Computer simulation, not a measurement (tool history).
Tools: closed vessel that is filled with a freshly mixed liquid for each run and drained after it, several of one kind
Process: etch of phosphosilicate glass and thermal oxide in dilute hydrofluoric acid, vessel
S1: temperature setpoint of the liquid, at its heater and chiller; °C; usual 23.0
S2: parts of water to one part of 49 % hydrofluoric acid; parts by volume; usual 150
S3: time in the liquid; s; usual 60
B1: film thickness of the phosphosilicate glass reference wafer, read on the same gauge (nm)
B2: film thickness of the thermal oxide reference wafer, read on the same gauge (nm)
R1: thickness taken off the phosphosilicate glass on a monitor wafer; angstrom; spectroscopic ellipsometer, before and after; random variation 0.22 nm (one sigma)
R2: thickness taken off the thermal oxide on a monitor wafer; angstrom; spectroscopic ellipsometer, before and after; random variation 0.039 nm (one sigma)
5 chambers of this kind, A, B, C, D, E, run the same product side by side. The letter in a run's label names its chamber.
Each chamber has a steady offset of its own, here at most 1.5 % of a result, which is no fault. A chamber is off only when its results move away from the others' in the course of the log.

| run | hour | S1 | S2 | S3 | B1 | B2 | R1 | R2 |
|---|---|---|---|---|---|---|---|---|
| 1E | 13.8 | 23.0 | 150 | 60 | 90.007 | 69.971 | 294.93 | 16.800 |
| 2D | 20.1 | 23.0 | 150 | 60 | 90.005 | 70.006 | 296.09 | 16.284 |
| 3C | 33.4 | 23.0 | 150 | 60 | 89.996 | 69.995 | 298.52 | 16.054 |
| 4A | 45.3 | 23.0 | 150 | 60 | 89.988 | 70.011 | 299.10 | 16.329 |
| 5B | 56.2 | 23.0 | 85 | 35 | 90.002 | 70.018 | 337.02 | 18.738 |
| 6C | 70.3 | 23.0 | 85 | 35 | 89.997 | 70.000 | 328.61 | 19.287 |
| 7B | 80.8 | 23.0 | 85 | 35 | 89.988 | 70.030 | 333.01 | 18.690 |
| 8D | 89.8 | 23.0 | 85 | 35 | 89.987 | 70.018 | 324.33 | 18.708 |
| 9A | 102.1 | 23.0 | 85 | 35 | 90.004 | 69.990 | 332.16 | 18.029 |
| 10E | 113.1 | 23.0 | 150 | 60 | 89.983 | 70.004 | 295.88 | 16.481 |
| 11A | 121.7 | 23.0 | 150 | 60 | 89.991 | 69.985 | 300.57 | 16.366 |
| 12E | 135.3 | 23.0 | 150 | 60 | 89.996 | 70.016 | 295.72 | 16.840 |
| 13C | 143.0 | 23.0 | 150 | 60 | 89.993 | 69.993 | 297.01 | 16.210 |
| 14B | 156.0 | 23.0 | 150 | 60 | 90.004 | 70.031 | 296.33 | 17.342 |
| 15D | 162.4 | 23.0 | 150 | 60 | 89.987 | 70.007 | 296.66 | 16.251 |
| 16B | 176.6 | 23.0 | 150 | 60 | 90.001 | 70.014 | 298.22 | 16.627 |
| 17A | 188.7 | 23.0 | 150 | 60 | 89.984 | 70.011 | 300.72 | 16.858 |
| 18C | 199.1 | 23.0 | 150 | 60 | 89.990 | 69.995 | 299.37 | 16.210 |
| 19E | 208.3 | 23.0 | 150 | 60 | 89.996 | 70.002 | 292.53 | 17.194 |
| 20D | 216.8 | 23.0 | 150 | 60 | 90.008 | 69.986 | 293.38 | 16.537 |
| 21D | 223.6 | 23.0 | 150 | 60 | 89.989 | 69.983 | 295.00 | 15.867 |
|  | 226.6 | chamber C: hydrofluoric acid flow meter replaced |
| 22A | 231.1 | 23.0 | 150 | 60 | 90.010 | 69.982 | 298.80 | 16.564 |
| 23B | 243.7 | 23.0 | 150 | 60 | 89.994 | 69.990 | 295.07 | 16.650 |
| 24C | 257.6 | 25.5 | 150 | 60 | 90.014 | 70.005 | 326.37 | 18.017 |
| 25E | 265.1 | 25.5 | 150 | 60 | 89.997 | 69.995 | 323.90 | 17.990 |
| 26C | 277.7 | 25.5 | 150 | 60 | 89.999 | 69.993 | 332.71 | 17.954 |
| 27E | 285.6 | 25.5 | 150 | 60 | 90.012 | 70.011 | 321.26 | 18.404 |
| 28D | 299.9 | 25.5 | 150 | 60 | 90.007 | 70.002 | 324.56 | 17.966 |
| 29A | 306.1 | 23.0 | 150 | 60 | 90.024 | 69.995 | 305.11 | 16.150 |
| 30B | 320.5 | 23.0 | 150 | 60 | 89.995 | 70.001 | 298.56 | 16.519 |
| 31E | 327.8 | 23.0 | 150 | 60 | 90.010 | 70.030 | 297.37 | 16.985 |
|  | 332.4 | chamber E: hydrofluoric acid flow meter replaced |
| 32C | 339.0 | 23.0 | 150 | 60 | 90.028 | 70.015 | 298.78 | 16.059 |
| 33B | 346.0 | 23.0 | 150 | 60 | 89.990 | 70.001 | 297.96 | 16.875 |
| 34A | 359.6 | 23.0 | 150 | 60 | 89.994 | 70.023 | 298.94 | 16.335 |
| 35D | 371.1 | 23.0 | 150 | 60 | 89.990 | 70.020 | 291.45 | 16.535 |
| 36B | 379.3 | 23.0 | 150 | 60 | 89.996 | 70.024 | 298.65 | 16.562 |
| 37C | 388.2 | 23.0 | 150 | 60 | 90.005 | 69.982 | 298.13 | 16.396 |
| 38D | 400.2 | 23.0 | 150 | 60 | 90.006 | 69.987 | 294.12 | 16.293 |
| 39A | 412.9 | 23.0 | 150 | 60 | 90.009 | 70.002 | 300.85 | 16.265 |
| 40E | 422.9 | 23.0 | 150 | 60 | 89.997 | 69.989 | 294.34 | 16.664 |
| 41C | 431.0 | 23.0 | 150 | 60 | 90.001 | 69.985 | 297.42 | 16.264 |
| 42D | 441.0 | 23.0 | 150 | 60 | 90.004 | 70.018 | 294.37 | 16.313 |

All 5 chambers run these settings next. Forecast each chamber's results:
| 43A | 451.3 | 23.0 | 150 | 85 |  |  | ? | ? |
| 43B | 451.3 | 23.0 | 150 | 85 |  |  | ? | ? |
| 43C | 451.3 | 23.0 | 150 | 85 |  |  | ? | ? |
| 43D | 451.3 | 23.0 | 150 | 85 |  |  | ? | ? |
| 43E | 451.3 | 23.0 | 150 | 85 |  |  | ? | ? |

| run | R1 | R2 |
|---|---|---|
| 43A | 424.01 | 24.617 |
| 43B | 423.82 | 23.295 |
| 43C | 414.34 | 23.253 |
| 43D | 418.38 | 23.692 |
| 43E | 417.70 | 23.629 |
